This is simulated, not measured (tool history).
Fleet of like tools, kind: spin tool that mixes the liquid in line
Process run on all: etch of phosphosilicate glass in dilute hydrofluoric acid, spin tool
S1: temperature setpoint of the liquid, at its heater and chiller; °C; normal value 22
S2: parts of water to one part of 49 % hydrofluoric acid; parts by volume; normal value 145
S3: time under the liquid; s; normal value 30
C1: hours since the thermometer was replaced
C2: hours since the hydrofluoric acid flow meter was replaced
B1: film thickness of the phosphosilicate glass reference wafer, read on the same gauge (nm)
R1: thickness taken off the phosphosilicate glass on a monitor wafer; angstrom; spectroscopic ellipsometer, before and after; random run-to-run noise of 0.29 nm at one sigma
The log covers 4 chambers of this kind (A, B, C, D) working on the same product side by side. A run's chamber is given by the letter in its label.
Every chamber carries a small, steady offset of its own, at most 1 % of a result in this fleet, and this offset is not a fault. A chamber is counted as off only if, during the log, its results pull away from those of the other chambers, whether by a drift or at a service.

Run 1B, hour 8.4: usual settings; C1 94.1; C2 898; B1 59.946. Result: R1 342.73 angstrom.
Run 2C, hour 17.8: usual settings; C1 1151.3; C2 491.7; B1 59.98. Result: R1 350.18 angstrom.
Run 3D, hour 22.8: usual settings; C1 523.6; C2 73.6; B1 59.965. Result: R1 346.32 angstrom.
Run 4A, hour 27.7: usual settings; C1 1005.5; C2 223.6; B1 60.017. Result: R1 348.63 angstrom.
Run 5D, hour 36.2: usual settings but S1 24 °C, S3 45 s; C1 537; C2 87; B1 60.006. Result: R1 564.55 angstrom.
Run 6B, hour 41.8: usual settings but S1 24 °C, S3 45 s; C1 127.5; C2 931.4; B1 60. Result: R1 561.31 angstrom.
Run 7C, hour 50.3: usual settings but S1 24 °C, S3 45 s; C1 1183.8; C2 524.2; B1 60.031. Result: R1 576.5 angstrom.
Run 8A, hour 60.2: usual settings but S1 24 °C, S3 45 s; C1 1038; C2 256.1; B1 59.978. Result: R1 556.98 angstrom.
Run 9C, hour 70.3: usual settings; C1 1203.8; C2 544.2; B1 60.001. Result: R1 346.45 angstrom.
Run 10B, hour 75.4: usual settings; C1 161.1; C2 965; B1 60.014. Result: R1 344.76 angstrom.
Run 11D, hour 85.8: usual settings but S3 35 s; C1 586.6; C2 136.6; B1 60.003. Result: R1 401.8 angstrom.
Run 12A, hour 92: usual settings but S3 35 s; C1 1069.8; C2 287.9; B1 59.997. Result: R1 404.72 angstrom.
Run 13C, hour 97.2: usual settings but S3 35 s; C1 1230.7; C2 571.1; B1 59.986. Result: R1 409.07 angstrom.
Run 14D, hour 103.8: usual settings but S3 35 s; C1 604.6; C2 154.6; B1 60.006. Result: R1 406.1 angstrom.
Run 15A, hour 113.1: usual settings but S1 26 °C; C1 1090.9; C2 309; B1 60.016. Result: R1 402.81 angstrom.
Run 16B, hour 122.1: usual settings but S1 26 °C; C1 207.8; C2 1011.7; B1 59.985. Result: R1 407.8 angstrom.
Run 17D, hour 127: usual settings but S1 26 °C; C1 627.8; C2 177.8; B1 60.006. Result: R1 404.31 angstrom.
Run 18A, hour 133.9: usual settings but S1 26 °C; C1 1111.7; C2 329.8; B1 59.987. Result: R1 404.55 angstrom.
Run 19B, hour 141.7: usual settings; C1 227.4; C2 1031.3; B1 60.007. Result: R1 351.03 angstrom.
Run 20C, hour 148: usual settings; C1 1281.5; C2 621.9; B1 60.006. Result: R1 352.01 angstrom.
Run 21D, hour 158.1: usual settings; C1 658.9; C2 208.9; B1 60.026. Result: R1 344.42 angstrom.
Run 22C, hour 167.3: usual settings; C1 1300.8; C2 641.2; B1 59.972. Result: R1 352.42 angstrom.
Run 23B, hour 174.9: usual settings; C1 260.6; C2 1064.5; B1 59.983. Result: R1 345.24 angstrom.
Run 24A, hour 185.4: usual settings; C1 1163.2; C2 381.3; B1 59.997. Result: R1 349.32 angstrom.
Run 25D, hour 191.4: usual settings; C1 692.2; C2 242.2; B1 60.006. Result: R1 349.71 angstrom.
Run 26C, hour 197.8: usual settings; C1 1331.3; C2 671.7; B1 60.008. Result: R1 348.12 angstrom.
Run 27A, hour 207.1: usual settings; C1 1184.9; C2 403; B1 60.007. Result: R1 347.72 angstrom.

Is one chamber out of step, is the gauge drifting, or do the chambers differ by no more than their own small offsets? For an off chamber, give its letter and the likeliest cause.

All chambers stay in line apart from their small fixed offsets, and the gauge does not drift.
